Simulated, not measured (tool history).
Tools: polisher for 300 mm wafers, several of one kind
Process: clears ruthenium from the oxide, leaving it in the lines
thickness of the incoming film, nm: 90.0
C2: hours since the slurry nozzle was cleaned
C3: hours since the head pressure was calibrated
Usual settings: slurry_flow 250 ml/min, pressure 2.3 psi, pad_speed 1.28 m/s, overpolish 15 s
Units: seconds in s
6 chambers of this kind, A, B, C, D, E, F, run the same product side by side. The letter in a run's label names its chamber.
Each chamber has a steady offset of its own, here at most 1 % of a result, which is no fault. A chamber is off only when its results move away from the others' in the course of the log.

Run 1C, hour 5.7: usual settings; wafers polished on this pad 611; C2 710.9; C3 443.4. Result: seconds 58.946 s.
At hour 8.8: chamber C: worn pad replaced by a new one.
Run 2E, hour 12.7: usual settings; wafers polished on this pad 169; C2 93.7; C3 97.2. Result: seconds 58.994 s.
At hour 17.1: chamber B: worn pad replaced by a new one.
Run 3D, hour 19.9: usual settings; wafers polished on this pad 662; C2 126.5; C3 88.0. Result: seconds 59.007 s.
Run 4A, hour 26.0: usual settings; wafers polished on this pad 662; C2 82.1; C3 1386.7. Result: seconds 60.867 s.
At hour 26.3: chamber A: worn pad replaced by a new one.
At hour 30.6: chamber F: worn pad replaced by a new one.
Run 5B, hour 33.6: usual settings; wafers polished on this pad 186; C2 56.4; C3 391.6. Result: seconds 59.808 s.
Run 6F, hour 39.9: usual settings; wafers polished on this pad 105; C2 274.5; C3 802.1. Result: seconds 60.858 s.
At hour 42.5: chamber C: slurry nozzle cleaned.
Run 7D, hour 46.3: usual settings but slurry_flow 330 ml/min, pad_speed 1.04 m/s; wafers polished on this pad 959; C2 152.9; C3 114.4. Result: seconds 71.230 s.
At hour 48.7: chamber D: worn pad replaced by a new one.
Run 8A, hour 52.8: usual settings but slurry_flow 330 ml/min, pad_speed 1.04 m/s; wafers polished on this pad 298; C2 108.9; C3 1413.5. Result: seconds 72.595 s.
At hour 58.1: chamber A: head pressure recalibrated.
At hour 60.8: chamber E: worn pad replaced by a new one.
Run 9F, hour 61.2: usual settings but slurry_flow 330 ml/min, pad_speed 1.04 m/s; wafers polished on this pad 344; C2 295.8; C3 823.4. Result: seconds 71.517 s.
At hour 62.1: chamber C: worn pad replaced by a new one.
Run 10C, hour 67.8: usual settings but slurry_flow 330 ml/min, pad_speed 1.04 m/s; wafers polished on this pad 64; C2 25.3; C3 505.5. Result: seconds 71.427 s.
Run 11B, hour 73.1: usual settings but slurry_flow 330 ml/min, pad_speed 1.04 m/s; wafers polished on this pad 630; C2 95.9; C3 431.1. Result: seconds 70.277 s.
At hour 79.5: chamber A: worn pad replaced by a new one.
At hour 80.3: chamber F: head pressure recalibrated.
Run 12E, hour 81.1: usual settings but slurry_flow 330 ml/min, pad_speed 1.04 m/s; wafers polished on this pad 228; C2 162.1; C3 165.6. Result: seconds 71.337 s.
Run 13B, hour 86.0: usual settings but overpolish 8 s; wafers polished on this pad 775; C2 108.8; C3 444.0. Result: seconds 59.629 s.
Run 14E, hour 90.2: usual settings but overpolish 8 s; wafers polished on this pad 330; C2 171.2; C3 174.7. Result: seconds 57.989 s.
Run 15A, hour 94.3: usual settings but overpolish 8 s; wafers polished on this pad 167; C2 150.4; C3 36.2. Result: seconds 57.940 s.
At hour 97.2: chamber F: worn pad replaced by a new one.
Run 16C, hour 98.1: usual settings but overpolish 8 s; wafers polished on this pad 405; C2 55.6; C3 535.8. Result: seconds 59.017 s.
Run 17D, hour 103.9: usual settings but overpolish 8 s; wafers polished on this pad 621; C2 210.5; C3 172.0. Result: seconds 59.738 s.
Run 18F, hour 111.7: usual settings but overpolish 8 s; wafers polished on this pad 163; C2 346.3; C3 31.4. Result: seconds 59.868 s.
At hour 113.3: chamber C: worn pad replaced by a new one.
Run 19B, hour 117.8: usual settings; wafers polished on this pad 1132; C2 140.6; C3 475.8. Result: seconds 59.497 s.
At hour 119.4: chamber E: worn pad replaced by a new one.
At hour 122.6: chamber D: worn pad replaced by a new one.
Run 20D, hour 124.5: usual settings but slurry_flow 180 ml/min; wafers polished on this pad 21; C2 231.1; C3 192.6. Result: seconds 61.470 s.
Run 21A, hour 130.6: usual settings but slurry_flow 180 ml/min; wafers polished on this pad 575; C2 186.7; C3 72.5. Result: seconds 61.908 s.
At hour 135.8: chamber B: worn pad replaced by a new one.
Run 22C, hour 137.5: usual settings but slurry_flow 180 ml/min; wafers polished on this pad 273; C2 95.0; C3 575.2. Result: seconds 60.371 s.
Run 23F, hour 142.9: usual settings but slurry_flow 180 ml/min; wafers polished on this pad 514; C2 377.5; C3 62.6. Result: seconds 62.505 s.
At hour 148.2: chamber A: worn pad replaced by a new one.
Run 24E, hour 148.2: usual settings but slurry_flow 180 ml/min; wafers polished on this pad 324; C2 229.2; C3 232.7. Result: seconds 62.609 s.
Run 25A, hour 156.4: usual settings but slurry_flow 180 ml/min; wafers polished on this pad 92; C2 212.5; C3 98.3. Result: seconds 62.326 s.
At hour 161.2: chamber C: worn pad replaced by a new one.
Run 26E, hour 162.8: usual settings; wafers polished on this pad 488; C2 243.8; C3 247.3. Result: seconds 59.753 s.
At hour 166.5: chamber C: head pressure recalibrated.
Run 27C, hour 169.0: usual settings; wafers polished on this pad 88; C2 126.5; C3 2.5. Result: seconds 54.213 s.
At hour 170.0: chamber F: worn pad replaced by a new one.
Run 28D, hour 173.3: usual settings; wafers polished on this pad 570; C2 279.9; C3 241.4. Result: seconds 58.425 s.
Run 29B, hour 178.3: usual settings; wafers polished on this pad 477; C2 201.1; C3 536.3. Result: seconds 58.976 s.
At hour 180.3: chamber E: worn pad replaced by a new one.
Run 30F, hour 186.3: usual settings; wafers polished on this pad 184; C2 420.9; C3 106.0. Result: seconds 58.990 s.
Run 31D, hour 194.1: usual settings but pressure 1.7 psi, pad_speed 0.88 m/s; wafers polished on this pad 804; C2 300.7; C3 262.2. Result: seconds 114.120 s.
At hour 200.3: chamber D: worn pad replaced by a new one.
Run 32A, hour 202.6: usual settings but pressure 1.7 psi, pad_speed 0.88 m/s; wafers polished on this pad 612; C2 258.7; C3 144.5. Result: seconds 121.470 s.
Run 33E, hour 207.9: usual settings but pressure 1.7 psi, pad_speed 0.88 m/s; wafers polished on this pad 310; C2 288.9; C3 292.4. Result: seconds 117.670 s.
At hour 215.3: chamber C: worn pad replaced by a new one.
Run 34F, hour 215.8: usual settings but pressure 1.7 psi, pad_speed 0.88 m/s; wafers polished on this pad 515; C2 450.4; C3 135.5. Result: seconds 119.270 s.
At hour 217.0: chamber A: worn pad replaced by a new one.
Run 35C, hour 223.5: usual settings but pressure 1.7 psi, pad_speed 0.88 m/s; wafers polished on this pad 92; C2 181.0; C3 57.0. Result: seconds 107.400 s.
Run 36B, hour 232.0: usual settings but pressure 1.7 psi, pad_speed 0.88 m/s; wafers polished on this pad 1081; C2 254.8; C3 590.0. Result: seconds 120.380 s.
Run 37B, hour 237.6: usual settings; wafers polished on this pad 1144; C2 260.4; C3 595.6. Result: seconds 59.673 s.
At hour 242.9: chamber F: worn pad replaced by a new one.
At hour 242.9: chamber E: worn pad replaced by a new one.
Run 38F, hour 243.4: usual settings; wafers polished on this pad 6; C2 478.0; C3 163.1. Result: seconds 58.811 s.
Run 39C, hour 248.2: usual settings; wafers polished on this pad 370; C2 205.7; C3 81.7. Result: seconds 54.008 s.
Run 40D, hour 256.0: usual settings but pressure 1.8 psi; wafers polished on this pad 627; C2 362.6; C3 324.1. Result: seconds 75.350 s.
Run 41E, hour 264.7: usual settings but pressure 1.8 psi; wafers polished on this pad 245; C2 345.7; C3 349.2. Result: seconds 75.935 s.
Run 42A, hour 271.0: usual settings but pressure 1.8 psi; wafers polished on this pad 608; C2 327.1; C3 212.9. Result: seconds 76.788 s.

All 6 chambers run these settings next. Forecast each chamber's results:
Run 43A, hour 277.2: usual settings but pressure 2.0 psi. Result: seconds ?.
Run 43B, hour 277.2: usual settings but pressure 2.0 psi. Result: seconds ?.
Run 43C, hour 277.2: usual settings but pressure 2.0 psi. Result: seconds ?.
Run 43D, hour 277.2: usual settings but pressure 2.0 psi. Result: seconds ?.
Run 43E, hour 277.2: usual settings but pressure 2.0 psi. Result: seconds ?.
Run 43F, hour 277.2: usual settings but pressure 2.0 psi. Result: seconds ?.

run  seconds
43A   69.130
43B   69.022
43C   62.165
43D   70.061
43E   68.525
43F   69.677
